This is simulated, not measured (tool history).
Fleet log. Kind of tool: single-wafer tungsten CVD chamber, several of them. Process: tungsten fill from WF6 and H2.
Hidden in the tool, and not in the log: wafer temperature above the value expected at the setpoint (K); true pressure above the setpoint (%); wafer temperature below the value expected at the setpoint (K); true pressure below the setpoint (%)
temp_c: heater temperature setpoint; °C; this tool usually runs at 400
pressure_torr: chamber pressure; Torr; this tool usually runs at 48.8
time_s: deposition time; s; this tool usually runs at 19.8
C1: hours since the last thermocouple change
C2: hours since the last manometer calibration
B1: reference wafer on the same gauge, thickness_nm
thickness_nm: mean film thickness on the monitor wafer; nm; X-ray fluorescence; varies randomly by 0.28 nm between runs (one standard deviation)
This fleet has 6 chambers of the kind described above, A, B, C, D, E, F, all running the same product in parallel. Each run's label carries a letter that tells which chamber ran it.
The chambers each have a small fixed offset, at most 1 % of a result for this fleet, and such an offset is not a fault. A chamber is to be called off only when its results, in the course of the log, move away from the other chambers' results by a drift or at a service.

Run 1A, hour 9.4: usual settings; C1 2306.5; C2 1151.5; B1 75.037. Result: thickness_nm 72.127 nm.
Run 2B, hour 16.8: usual settings; C1 2124.3; C2 434.4; B1 75.002. Result: thickness_nm 72.171 nm.
At hour 24.9: chamber F: capacitance manometer re-zeroed and calibrated.
Run 3F, hour 27.4: usual settings; C1 1371.8; C2 2.6; B1 75.063. Result: thickness_nm 72.007 nm.
Run 4E, hour 33.0: usual settings; C1 986.4; C2 545.7; B1 74.975. Result: thickness_nm 72.602 nm.
Run 5C, hour 40.8: usual settings; C1 931.5; C2 132.3; B1 75.005. Result: thickness_nm 72.702 nm.
Run 6D, hour 47.1: usual settings; C1 191.5; C2 2743.4; B1 74.894. Result: thickness_nm 72.120 nm.
At hour 48.3: chamber D: capacitance manometer re-zeroed and calibrated.
At hour 50.0: chamber B: thermocouple changed; heater temperature recalibrated.
Run 7E, hour 52.4: usual settings but temp_c 388 °C, pressure_torr 55.1 Torr; C1 1005.8; C2 565.1; B1 75.026. Result: thickness_nm 61.639 nm.
Run 8C, hour 61.2: usual settings but temp_c 388 °C, pressure_torr 55.1 Torr; C1 951.9; C2 152.7; B1 74.975. Result: thickness_nm 61.226 nm.
Run 9A, hour 68.0: usual settings but temp_c 388 °C, pressure_torr 55.1 Torr; C1 2365.1; C2 1210.1; B1 74.973. Result: thickness_nm 61.094 nm.
Run 10D, hour 77.7: usual settings but temp_c 388 °C, pressure_torr 55.1 Torr; C1 222.1; C2 29.5; B1 74.987. Result: thickness_nm 61.093 nm.
Run 11F, hour 83.4: usual settings but temp_c 388 °C, pressure_torr 55.1 Torr; C1 1427.8; C2 58.6; B1 74.951. Result: thickness_nm 60.463 nm.
Run 12B, hour 90.7: usual settings but temp_c 388 °C, pressure_torr 55.1 Torr; C1 40.7; C2 508.3; B1 75.006. Result: thickness_nm 60.944 nm.
Run 13F, hour 100.9: usual settings; C1 1445.3; C2 76.1; B1 74.977. Result: thickness_nm 71.616 nm.
At hour 101.2: chamber A: thermocouple changed; heater temperature recalibrated.
Run 14A, hour 111.6: usual settings; C1 10.4; C2 1253.7; B1 74.951. Result: thickness_nm 75.562 nm.
Run 15E, hour 117.0: usual settings; C1 1070.4; C2 629.7; B1 74.940. Result: thickness_nm 72.719 nm.
Run 16C, hour 127.6: usual settings; C1 1018.3; C2 219.1; B1 74.994. Result: thickness_nm 73.054 nm.
Run 17B, hour 133.9: usual settings; C1 83.9; C2 551.5; B1 75.031. Result: thickness_nm 72.279 nm.
Run 18D, hour 140.9: usual settings; C1 285.3; C2 92.7; B1 75.018. Result: thickness_nm 71.747 nm.
Run 19B, hour 147.1: usual settings; C1 97.1; C2 564.7; B1 75.045. Result: thickness_nm 72.581 nm.
Run 20D, hour 156.9: usual settings; C1 301.3; C2 108.7; B1 75.029. Result: thickness_nm 72.221 nm.
Run 21F, hour 167.3: usual settings; C1 1511.7; C2 142.5; B1 75.028. Result: thickness_nm 72.293 nm.
Run 22A, hour 176.6: usual settings; C1 75.4; C2 1318.7; B1 75.021. Result: thickness_nm 74.849 nm.
Run 23E, hour 183.6: usual settings; C1 1137.0; C2 696.3; B1 75.031. Result: thickness_nm 73.165 nm.
Run 24C, hour 193.5: usual settings; C1 1084.2; C2 285.0; B1 75.026. Result: thickness_nm 72.843 nm.
Run 25E, hour 199.0: usual settings; C1 1152.4; C2 711.7; B1 74.969. Result: thickness_nm 72.135 nm.
Run 26D, hour 207.0: usual settings; C1 351.4; C2 158.8; B1 74.933. Result: thickness_nm 72.359 nm.
Run 27C, hour 214.6: usual settings; C1 1105.3; C2 306.1; B1 74.934. Result: thickness_nm 72.007 nm.
Run 28A, hour 223.2: usual settings; C1 122.0; C2 1365.3; B1 75.017. Result: thickness_nm 75.121 nm.
Run 29F, hour 232.2: usual settings but pressure_torr 40.9 Torr, time_s 16.4 s; C1 1576.6; C2 207.4; B1 74.978. Result: thickness_nm 55.571 nm.
Run 30B, hour 239.8: usual settings but pressure_torr 40.9 Torr, time_s 16.4 s; C1 189.8; C2 657.4; B1 75.056. Result: thickness_nm 55.843 nm.
Run 31B, hour 247.0: usual settings but pressure_torr 40.9 Torr, time_s 16.4 s; C1 197.0; C2 664.6; B1 74.999. Result: thickness_nm 55.343 nm.
Run 32F, hour 254.5: usual settings but pressure_torr 40.9 Torr, time_s 16.4 s; C1 1598.9; C2 229.7; B1 74.975. Result: thickness_nm 55.081 nm.
Run 33C, hour 263.9: usual settings but pressure_torr 40.9 Torr, time_s 16.4 s; C1 1154.6; C2 355.4; B1 74.989. Result: thickness_nm 55.523 nm.
Run 34D, hour 270.9: usual settings but pressure_torr 40.9 Torr, time_s 16.4 s; C1 415.3; C2 222.7; B1 75.019. Result: thickness_nm 55.421 nm.
Run 35E, hour 278.8: usual settings; C1 1232.2; C2 791.5; B1 74.948. Result: thickness_nm 72.142 nm.
Run 36A, hour 286.4: usual settings; C1 185.2; C2 1428.5; B1 74.943. Result: thickness_nm 75.716 nm.

Does one chamber stand apart from the rest, does the shared gauge drift, or is all well apart from small per-chamber offsets? Give the chamber and the most likely cause, where there is one.

A service left chamber A off against the others.
What lies behind it: wafer temperature above the value expected at the setpoint (K) = 2.48.

Which of the 4 candidates below, each the usual settings with something changed and its results left as question marks, puts chamber A back in line with what the other chambers give on the usual settings?
To be in line, a result may differ from the other chambers' mean on the usual settings by at most: thickness_nm 1.000 nm
Run 37A-1, hour 294.1: usual settings but temp_c 399 °C, pressure_torr 48.5 Torr. Result: thickness_nm ?.
Run 37A-2, hour 294.1: usual settings but pressure_torr 44.4 Torr. Result: thickness_nm ?.
Run 37A-3, hour 294.1: usual settings but temp_c 401 °C. Result: thickness_nm ?.
Run 37A-4, hour 294.1: usual settings but temp_c 401 °C, pressure_torr 49.3 Torr, time_s 20.1 s. Result: thickness_nm ?.

The mean the other chambers reach with the usual settings: thickness_nm 72.426 nm
  run  thickness_nm
37A-1        73.830
37A-2        72.185
37A-3        76.681
37A-4        78.209
37A-2 is the one that brings the chamber's results back in line with the other chambers.
